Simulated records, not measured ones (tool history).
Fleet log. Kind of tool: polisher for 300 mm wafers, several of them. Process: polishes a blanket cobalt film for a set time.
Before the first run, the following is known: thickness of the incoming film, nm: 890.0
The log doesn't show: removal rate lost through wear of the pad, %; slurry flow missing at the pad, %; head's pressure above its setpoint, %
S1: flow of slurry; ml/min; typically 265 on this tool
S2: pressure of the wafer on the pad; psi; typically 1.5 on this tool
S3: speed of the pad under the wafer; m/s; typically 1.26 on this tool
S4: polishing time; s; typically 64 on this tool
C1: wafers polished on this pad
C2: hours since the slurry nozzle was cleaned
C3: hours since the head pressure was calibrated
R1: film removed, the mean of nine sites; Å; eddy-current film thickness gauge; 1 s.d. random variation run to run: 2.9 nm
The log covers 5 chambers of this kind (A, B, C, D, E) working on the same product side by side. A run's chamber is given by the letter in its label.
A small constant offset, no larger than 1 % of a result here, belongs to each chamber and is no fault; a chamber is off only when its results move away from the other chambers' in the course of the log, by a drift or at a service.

run,hour,S1,S2,S3,S4,C1,C2,C3,R1
# hour 0.7: chamber D: worn pad replaced by a new one
# hour 3.1: chamber C: worn pad replaced by a new one
1D,3.8,265,1.5,1.26,64,40,425.5,717.1,2650.0
2A,11.0,265,1.5,1.26,64,584,340.6,177.9,2663.0
3C,17.6,265,1.5,1.26,64,183,134.2,1186.4,2708.1
# hour 18.2: chamber A: worn pad replaced by a new one
4E,25.8,265,1.5,1.26,64,636,319.3,207.9,2625.6
5B,32.3,265,1.5,1.26,64,435,145.0,361.4,2647.6
# hour 35.1: chamber E: worn pad replaced by a new one
6B,40.7,265,1.5,1.44,64,541,153.4,369.8,3042.4
7A,48.3,265,1.5,1.44,64,381,377.9,215.2,3025.0
8E,53.5,265,1.5,1.44,64,233,347.0,235.6,3050.8
9D,57.4,265,1.5,1.44,64,719,479.1,770.7,2954.6
10C,64.1,265,1.5,1.44,64,772,180.7,1232.9,3015.5
# hour 69.4: chamber A: worn pad replaced by a new one
# hour 71.8: chamber B: worn pad replaced by a new one
11B,72.4,265,1.5,1.26,64,8,185.1,401.5,2654.6
# hour 74.3: chamber D: worn pad replaced by a new one
12A,77.1,265,1.5,1.26,64,98,406.7,244.0,2614.5
# hour 79.0: chamber A: slurry nozzle cleaned
13E,82.1,265,1.5,1.26,64,595,375.6,264.2,2647.8
# hour 85.5: chamber E: worn pad replaced by a new one
14D,88.1,265,1.5,1.26,64,175,509.8,801.4,2658.5
15C,93.4,265,1.5,1.26,64,1143,210.0,1262.2,2681.1
16A,101.6,265,1.5,1.26,72,408,22.6,268.5,3005.0
# hour 102.0: chamber C: worn pad replaced by a new one
17D,107.9,265,1.5,1.26,72,426,529.6,821.2,2964.1
# hour 109.6: chamber B: slurry nozzle cleaned
# hour 109.8: chamber A: worn pad replaced by a new one
18C,113.8,265,1.5,1.26,72,150,230.4,1282.6,3017.3
19B,122.3,265,1.5,1.26,72,640,12.7,451.4,3002.9
20E,127.6,265,1.5,1.26,72,533,421.1,309.7,2941.5
21A,135.6,300,1.5,1.26,72,326,56.6,302.5,3018.2
22C,141.4,300,1.5,1.26,72,500,258.0,1310.2,3062.9
# hour 144.1: chamber E: worn pad replaced by a new one
# hour 145.8: chamber D: worn pad replaced by a new one
23E,149.7,300,1.5,1.26,72,71,443.2,331.8,3039.1
24B,153.5,300,1.5,1.26,72,1035,43.9,482.6,3054.3
# hour 155.3: chamber B: worn pad replaced by a new one
25D,158.2,300,1.5,1.26,72,157,579.9,871.5,3011.3
# hour 159.5: chamber A: worn pad replaced by a new one
26C,162.2,265,1.5,1.26,64,763,278.8,1331.0,2654.5
27A,167.6,265,1.5,1.26,64,103,88.6,334.5,2700.5
28B,171.8,265,1.5,1.26,64,209,62.2,500.9,2668.2
29D,176.5,265,1.5,1.26,64,389,598.2,889.8,2599.8
30E,182.0,265,1.5,1.26,64,480,475.5,364.1,2644.5
# hour 182.2: chamber D: head pressure recalibrated
# hour 185.8: chamber C: worn pad replaced by a new one
31D,187.2,265,1.5,1.26,64,524,608.9,5.0,2694.0
32C,192.6,200,1.5,1.12,64,87,309.2,1361.4,2253.8
33A,198.1,200,1.5,1.12,64,489,119.1,365.0,2266.8
# hour 205.0: chamber E: worn pad replaced by a new one
34E,206.0,200,1.5,1.12,64,13,499.5,388.1,2254.8
35B,210.7,200,1.5,1.12,64,702,101.1,539.8,2249.9

Has any chamber moved away from the others, gradually or after a service, or does the common gauge drift, or do the chambers differ only by their own small steady offsets? State the chamber and the most likely cause if one applies.

The fleet is healthy, with each chamber sitting at its usual small offset and no drift in the gauge.
